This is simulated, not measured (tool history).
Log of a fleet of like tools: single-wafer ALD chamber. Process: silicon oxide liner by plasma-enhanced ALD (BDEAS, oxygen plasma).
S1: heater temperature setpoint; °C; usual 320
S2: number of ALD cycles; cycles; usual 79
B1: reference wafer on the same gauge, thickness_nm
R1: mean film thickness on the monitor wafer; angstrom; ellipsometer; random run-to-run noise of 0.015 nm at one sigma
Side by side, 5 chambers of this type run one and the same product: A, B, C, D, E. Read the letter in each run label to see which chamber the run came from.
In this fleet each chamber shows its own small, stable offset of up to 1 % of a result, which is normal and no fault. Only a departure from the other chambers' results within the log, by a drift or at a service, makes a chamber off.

run   hour   S1  S2      B1      R1
 1B      5  320  79  6.1395  71.778
 2C   13.6  320  79  6.1381   72.15
 3E   17.5  320  79  6.1388  71.743
 4D     25  320  79  6.1374  71.323
 5A   31.3  320  79  6.1409  71.217
 6B   39.4  334  91  6.1423  81.066
 7E     45  334  91  6.1377  80.843
 8C   53.6  334  91  6.1405  81.154
 9A   59.7  334  91  6.1404  80.229
10D   65.8  334  91   6.141  80.779
11E   73.9  320  79  6.1424  71.568
12B   79.8  320  79  6.1406  71.623
13A   85.3  320  79  6.1394  70.911
14C   92.3  320  79    6.14  72.191
15D   99.8  320  79  6.1378  71.439
16C  103.9  320  79  6.1404  71.852
17D  111.9  320  79  6.1424   71.17
18B  116.7  320  79  6.1381  71.777
19E  125.3  320  79  6.1405  71.878
20A  129.2  320  79   6.143  70.933
21B  135.4  320  79   6.138  71.888
22C  142.6  320  79  6.1436  71.744
23A  150.2  320  79  6.1397   70.93
24D  155.4  320  79  6.1376  71.288
25E  163.5  320  79  6.1394  71.368
26E  168.8  320  79  6.1415  71.662
27C  175.4  320  79  6.1379  71.724
28D  179.1  320  79  6.1401  71.436
29A  184.3  320  79   6.141  71.052
30B  188.9  333  79  6.1423   70.29
     192.1  -- chamber D: thermocouple changed; heater temperature recalibrated
31B    195  333  79  6.1396  70.348
32C  199.9  333  79  6.1392  70.432
33D  203.7  333  79  6.1379  69.836
34E  208.5  333  79  6.1432  70.355
35A    215  320  79   6.141   70.58
36A  218.9  320  79  6.1421  70.853
37E  225.4  310  70  6.1407   64.64
38D  230.1  310  70  6.1387  63.876
39B  238.3  310  70  6.1394  64.707
40C  242.9  310  70  6.1393  64.521
41A  251.4  310  70  6.1366    63.8
42C  255.2  320  79  6.1382  72.135
43D  260.3  320  79   6.141  71.123

Read the log: is a single chamber off, either drifting away or since a service, is the gauge that measures every chamber drifting, or is nothing wrong beyond small per-chamber offsets? Name any odd chamber and what most likely caused it.

The fleet is healthy, with each chamber sitting at its usual small offset and no drift in the gauge.
